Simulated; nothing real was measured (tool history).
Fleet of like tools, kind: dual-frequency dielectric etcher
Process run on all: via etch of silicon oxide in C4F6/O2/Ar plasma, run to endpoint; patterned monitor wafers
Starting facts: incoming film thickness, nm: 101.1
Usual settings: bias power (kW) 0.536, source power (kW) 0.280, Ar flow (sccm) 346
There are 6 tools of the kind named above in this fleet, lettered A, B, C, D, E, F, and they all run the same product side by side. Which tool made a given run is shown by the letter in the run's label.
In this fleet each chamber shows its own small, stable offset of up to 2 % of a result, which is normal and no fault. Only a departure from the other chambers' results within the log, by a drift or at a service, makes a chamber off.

run 1E hour=8.7 | bias_power_(kW)=0.536 source_power_(kW)=0.280 Ar_flow_(sccm)=346 | endpoint_time_(s)=25.683
run 2B hour=15.9 | bias_power_(kW)=0.536 source_power_(kW)=0.280 Ar_flow_(sccm)=346 | endpoint_time_(s)=24.915
run 3F hour=29.3 | bias_power_(kW)=0.536 source_power_(kW)=0.280 Ar_flow_(sccm)=346 | endpoint_time_(s)=25.285
run 4C hour=37.0 | bias_power_(kW)=0.536 source_power_(kW)=0.280 Ar_flow_(sccm)=346 | endpoint_time_(s)=25.006
run 5D hour=45.8 | bias_power_(kW)=0.536 source_power_(kW)=0.280 Ar_flow_(sccm)=346 | endpoint_time_(s)=25.380
run 6A hour=55.9 | bias_power_(kW)=0.536 source_power_(kW)=0.280 Ar_flow_(sccm)=346 | endpoint_time_(s)=25.661
run 7B hour=62.3 | bias_power_(kW)=0.536 source_power_(kW)=0.280 Ar_flow_(sccm)=346 | endpoint_time_(s)=25.056
run 8A hour=74.0 | bias_power_(kW)=0.536 source_power_(kW)=0.280 Ar_flow_(sccm)=346 | endpoint_time_(s)=25.544
run 9F hour=81.5 | bias_power_(kW)=0.536 source_power_(kW)=0.280 Ar_flow_(sccm)=346 | endpoint_time_(s)=25.203
run 10E hour=91.2 | bias_power_(kW)=0.536 source_power_(kW)=0.240 Ar_flow_(sccm)=374 | endpoint_time_(s)=27.402
run 11D hour=103.6 | bias_power_(kW)=0.536 source_power_(kW)=0.240 Ar_flow_(sccm)=374 | endpoint_time_(s)=27.050
run 12C hour=110.3 | bias_power_(kW)=0.536 source_power_(kW)=0.240 Ar_flow_(sccm)=374 | endpoint_time_(s)=27.342
run 13E hour=123.0 | bias_power_(kW)=0.536 source_power_(kW)=0.240 Ar_flow_(sccm)=374 | endpoint_time_(s)=27.083
run 14D hour=131.9 | bias_power_(kW)=0.536 source_power_(kW)=0.240 Ar_flow_(sccm)=374 | endpoint_time_(s)=26.939
run 15F hour=138.7 | bias_power_(kW)=0.536 source_power_(kW)=0.240 Ar_flow_(sccm)=374 | endpoint_time_(s)=26.740
run 16B hour=147.2 | bias_power_(kW)=0.458 source_power_(kW)=0.280 Ar_flow_(sccm)=346 | endpoint_time_(s)=26.392
-- hour=151.1 chamber C: wet clean of the chamber
run 17A hour=159.6 | bias_power_(kW)=0.458 source_power_(kW)=0.280 Ar_flow_(sccm)=346 | endpoint_time_(s)=26.944
run 18C hour=167.4 | bias_power_(kW)=0.458 source_power_(kW)=0.280 Ar_flow_(sccm)=346 | endpoint_time_(s)=26.704
run 19B hour=176.2 | bias_power_(kW)=0.458 source_power_(kW)=0.280 Ar_flow_(sccm)=346 | endpoint_time_(s)=26.434
run 20E hour=182.4 | bias_power_(kW)=0.458 source_power_(kW)=0.280 Ar_flow_(sccm)=346 | endpoint_time_(s)=27.558
run 21D hour=189.1 | bias_power_(kW)=0.458 source_power_(kW)=0.280 Ar_flow_(sccm)=346 | endpoint_time_(s)=26.541
run 22A hour=199.2 | bias_power_(kW)=0.536 source_power_(kW)=0.280 Ar_flow_(sccm)=346 | endpoint_time_(s)=25.393
run 23C hour=210.0 | bias_power_(kW)=0.536 source_power_(kW)=0.280 Ar_flow_(sccm)=346 | endpoint_time_(s)=25.528
run 24F hour=219.8 | bias_power_(kW)=0.536 source_power_(kW)=0.280 Ar_flow_(sccm)=346 | endpoint_time_(s)=25.395
-- hour=223.9 chamber F: Ar flow controller replaced
run 25B hour=226.4 | bias_power_(kW)=0.536 source_power_(kW)=0.280 Ar_flow_(sccm)=346 | endpoint_time_(s)=25.220
run 26C hour=235.6 | bias_power_(kW)=0.536 source_power_(kW)=0.280 Ar_flow_(sccm)=346 | endpoint_time_(s)=24.894
-- hour=243.1 chamber F: wet clean of the chamber
run 27F hour=247.3 | bias_power_(kW)=0.536 source_power_(kW)=0.280 Ar_flow_(sccm)=346 | endpoint_time_(s)=25.505
-- hour=254.0 chamber B: wet clean of the chamber
run 28A hour=254.8 | bias_power_(kW)=0.536 source_power_(kW)=0.280 Ar_flow_(sccm)=346 | endpoint_time_(s)=25.347
run 29D hour=263.3 | bias_power_(kW)=0.536 source_power_(kW)=0.280 Ar_flow_(sccm)=346 | endpoint_time_(s)=25.183
run 30E hour=269.5 | bias_power_(kW)=0.536 source_power_(kW)=0.280 Ar_flow_(sccm)=308 | endpoint_time_(s)=25.937
run 31F hour=281.3 | bias_power_(kW)=0.536 source_power_(kW)=0.280 Ar_flow_(sccm)=308 | endpoint_time_(s)=24.883
run 32C hour=288.3 | bias_power_(kW)=0.536 source_power_(kW)=0.280 Ar_flow_(sccm)=308 | endpoint_time_(s)=24.973
run 33E hour=297.4 | bias_power_(kW)=0.536 source_power_(kW)=0.280 Ar_flow_(sccm)=308 | endpoint_time_(s)=26.065
run 34D hour=307.6 | bias_power_(kW)=0.536 source_power_(kW)=0.280 Ar_flow_(sccm)=308 | endpoint_time_(s)=24.925
run 35B hour=314.4 | bias_power_(kW)=0.536 source_power_(kW)=0.280 Ar_flow_(sccm)=308 | endpoint_time_(s)=24.626
-- hour=316.2 chamber A: wet clean of the chamber
run 36A hour=321.2 | bias_power_(kW)=0.536 source_power_(kW)=0.280 Ar_flow_(sccm)=346 | endpoint_time_(s)=24.945
run 37C hour=329.0 | bias_power_(kW)=0.536 source_power_(kW)=0.280 Ar_flow_(sccm)=346 | endpoint_time_(s)=25.044
run 38B hour=339.7 | bias_power_(kW)=0.536 source_power_(kW)=0.280 Ar_flow_(sccm)=346 | endpoint_time_(s)=24.759
-- hour=343.6 chamber D: wet clean of the chamber
run 39F hour=346.5 | bias_power_(kW)=0.536 source_power_(kW)=0.280 Ar_flow_(sccm)=346 | endpoint_time_(s)=25.402
run 40D hour=356.4 | bias_power_(kW)=0.536 source_power_(kW)=0.280 Ar_flow_(sccm)=346 | endpoint_time_(s)=25.155
run 41A hour=364.5 | bias_power_(kW)=0.536 source_power_(kW)=0.280 Ar_flow_(sccm)=269 | endpoint_time_(s)=24.662
run 42E hour=375.7 | bias_power_(kW)=0.536 source_power_(kW)=0.280 Ar_flow_(sccm)=269 | endpoint_time_(s)=25.454
run 43B hour=384.4 | bias_power_(kW)=0.536 source_power_(kW)=0.280 Ar_flow_(sccm)=269 | endpoint_time_(s)=23.976
run 44C hour=396.5 | bias_power_(kW)=0.536 source_power_(kW)=0.280 Ar_flow_(sccm)=269 | endpoint_time_(s)=24.837

Does one chamber stand apart from the rest, does the shared gauge drift, or is all well apart from small per-chamber offsets? Give the chamber and the most likely cause, where there is one.

Little by little, chamber E moves away from the other chambers.
Cause: etch rate under this chamber's usual, % = 4.37.

Chamber E could run next with any of the 4 candidate recipes listed below; each alters the usual settings, and their results appear as question marks. Which one brings its results back in line with what the other chambers deliver on the usual settings?
In-line tolerance around the mean of the other chambers on the usual settings: endpoint time (s) 0.670
run 45E-1 hour=406.6 | bias_power_(kW)=0.536 source_power_(kW)=0.280 Ar_flow_(sccm)=381 | endpoint_time_(s)=?
run 45E-2 hour=406.6 | bias_power_(kW)=0.536 source_power_(kW)=0.320 Ar_flow_(sccm)=330 | endpoint_time_(s)=?
run 45E-3 hour=406.6 | bias_power_(kW)=0.536 source_power_(kW)=0.290 Ar_flow_(sccm)=343 | endpoint_time_(s)=?
run 45E-4 hour=406.6 | bias_power_(kW)=0.494 source_power_(kW)=0.260 Ar_flow_(sccm)=354 | endpoint_time_(s)=?

What the other chambers average on the usual settings: endpoint time (s) 25.147
run=45E-1 endpoint_time_(s)=27.027
run=45E-2 endpoint_time_(s)=25.336
run=45E-3 endpoint_time_(s)=26.372
run=45E-4 endpoint_time_(s)=28.393
The answer is 45E-2, which returns the chamber to within the allowed miss of the others.
